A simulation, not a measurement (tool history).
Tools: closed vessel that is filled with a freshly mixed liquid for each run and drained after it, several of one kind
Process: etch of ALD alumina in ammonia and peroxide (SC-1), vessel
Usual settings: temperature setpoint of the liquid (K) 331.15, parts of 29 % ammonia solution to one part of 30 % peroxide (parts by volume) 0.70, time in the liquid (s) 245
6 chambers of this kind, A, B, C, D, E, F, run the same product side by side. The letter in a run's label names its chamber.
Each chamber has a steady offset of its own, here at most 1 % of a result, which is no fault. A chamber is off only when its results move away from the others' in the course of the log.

run,hour,temperature setpoint of the liquid (K),parts of 29 % ammonia solution to one part of 30 % peroxide (parts by volume),time in the liquid (s),hours since the thermometer was replaced,hours since the ammonia flow meter was replaced,hours since the drum of ammonia solution was connected,"read-back film thickness of the ALD alumina reference wafer, read on the same gauge (nm)",thickness taken off the ALD alumina on a monitor wafer (nm)
1B,4.5,331.15,0.70,245,222.0,534.1,677.5,49.942,21.988
2E,9.3,331.15,0.70,245,1676.1,113.3,772.6,49.984,22.259
3A,15.1,331.15,0.70,245,2108.3,373.5,928.0,49.991,22.173
4D,20.8,331.15,0.70,245,1360.1,74.1,182.7,50.013,22.340
5C,28.0,331.15,0.70,245,1338.1,700.1,630.3,50.002,22.178
# hour 32.4: chamber F: thermometer replaced
6F,33.5,331.15,0.70,245,1.2,383.8,280.0,50.033,22.416
7E,39.3,331.15,0.70,245,1706.1,143.3,802.6,49.973,22.432
8C,46.6,331.15,0.70,245,1356.7,718.7,648.9,50.058,22.140
9F,51.4,331.15,0.70,245,19.1,401.7,297.9,50.020,22.277
10D,57.1,331.15,0.70,245,1396.4,110.4,219.0,50.022,22.215
11B,60.7,331.15,0.95,245,278.2,590.3,733.7,50.005,23.025
# hour 60.8: chamber B: ammonia flow meter replaced
12A,64.4,331.15,0.95,245,2157.6,422.8,977.3,50.035,22.590
13B,68.8,331.15,0.95,245,286.3,8.0,741.8,50.007,23.335
14F,75.1,331.15,0.95,245,42.8,425.4,321.6,50.032,22.990
15A,80.0,331.15,0.95,245,2173.2,438.4,992.9,49.949,22.433
16E,84.8,331.15,0.95,245,1751.6,188.8,848.1,50.016,22.881
17C,89.8,331.15,0.70,245,1399.9,761.9,692.1,49.965,22.207
18D,94.6,331.15,0.70,245,1433.9,147.9,256.5,49.997,22.337
19D,100.3,331.15,0.70,245,1439.6,153.6,262.2,50.008,22.378
20F,103.5,331.15,0.70,245,71.2,453.8,350.0,50.017,22.527
# hour 107.1: chamber F: new drum of ammonia solution connected
21A,110.2,331.15,0.70,245,2203.4,468.6,1023.1,50.007,22.186
22E,113.9,331.15,0.70,245,1780.7,217.9,877.2,50.048,22.341
23C,117.8,331.15,0.70,245,1427.9,789.9,720.1,49.978,21.551
# hour 120.0: chamber A: new drum of ammonia solution connected
24B,121.9,331.15,0.70,245,339.4,61.1,794.9,49.967,22.177
25A,128.0,331.15,0.70,245,2221.2,486.4,8.1,49.996,22.327
26F,134.0,331.15,0.70,245,101.7,484.3,27.0,50.001,22.506
27B,138.2,331.15,0.70,245,355.7,77.4,811.2,49.972,21.921
28D,143.2,331.15,0.70,245,1482.5,196.5,305.1,50.040,22.414
29C,149.6,331.15,0.70,245,1459.7,821.7,751.9,50.038,20.760
30E,152.8,331.15,1.00,370,1819.6,256.8,916.1,49.989,34.427
31E,156.8,331.15,1.00,370,1823.6,260.8,920.1,49.931,34.306
32A,161.9,331.15,1.00,370,2255.1,520.3,42.0,50.009,34.116
33B,166.9,331.15,1.00,370,384.4,106.1,839.9,49.981,35.417
34C,174.0,331.15,1.00,370,1484.1,846.1,776.3,49.963,32.142
35F,179.2,331.15,1.00,370,146.9,529.5,72.2,50.032,35.243
36D,186.5,331.15,0.70,245,1525.8,239.8,348.4,50.040,22.429
37E,190.9,331.15,0.70,245,1857.7,294.9,954.2,49.975,22.297
38D,197.4,331.15,0.70,245,1536.7,250.7,359.3,49.973,21.829
# hour 197.5: chamber E: thermometer replaced
39B,203.6,331.15,0.70,245,421.1,142.8,876.6,49.991,22.096
40C,207.5,331.15,0.70,245,1517.6,879.6,809.8,50.006,19.994
41A,212.4,331.15,0.70,245,2305.6,570.8,92.5,50.012,22.097
42F,216.7,331.15,0.70,245,184.4,567.0,109.7,49.988,21.940
43E,222.0,331.15,0.70,245,24.6,326.0,985.3,49.963,22.239
44C,226.3,331.15,0.70,245,1536.4,898.4,828.6,49.989,19.590

What goes on in this fleet: one chamber off, a drifting gauge, or nothing beyond the chambers' own small offsets? Name the chamber and the cause, if any.

Chamber C drifts away from the others.
Cause: liquid colder than its thermometer reads (K) = 2.32.

Here are 4 candidates for chamber C's next run, each the usual settings with a change, their results left as question marks. Which one brings its results back in line with what the others give on the usual settings?
In line means no further than this from the other chambers' mean on the usual settings: thickness taken off the ALD alumina on a monitor wafer (nm) 0.720
45C-1,231.6,330.15,0.70,230,,,,,?
45C-2,231.6,332.15,0.70,260,,,,,?
45C-3,231.6,332.15,0.70,245,,,,,?
45C-4,231.6,330.15,0.70,245,,,,,?

The other chambers' mean on the usual settings: thickness taken off the ALD alumina on a monitor wafer (nm) 22.162
run,thickness taken off the ALD alumina on a monitor wafer (nm)
45C-1,17.367
45C-2,21.799
45C-3,20.541
45C-4,18.500
45C-2 brings the chamber back in line.

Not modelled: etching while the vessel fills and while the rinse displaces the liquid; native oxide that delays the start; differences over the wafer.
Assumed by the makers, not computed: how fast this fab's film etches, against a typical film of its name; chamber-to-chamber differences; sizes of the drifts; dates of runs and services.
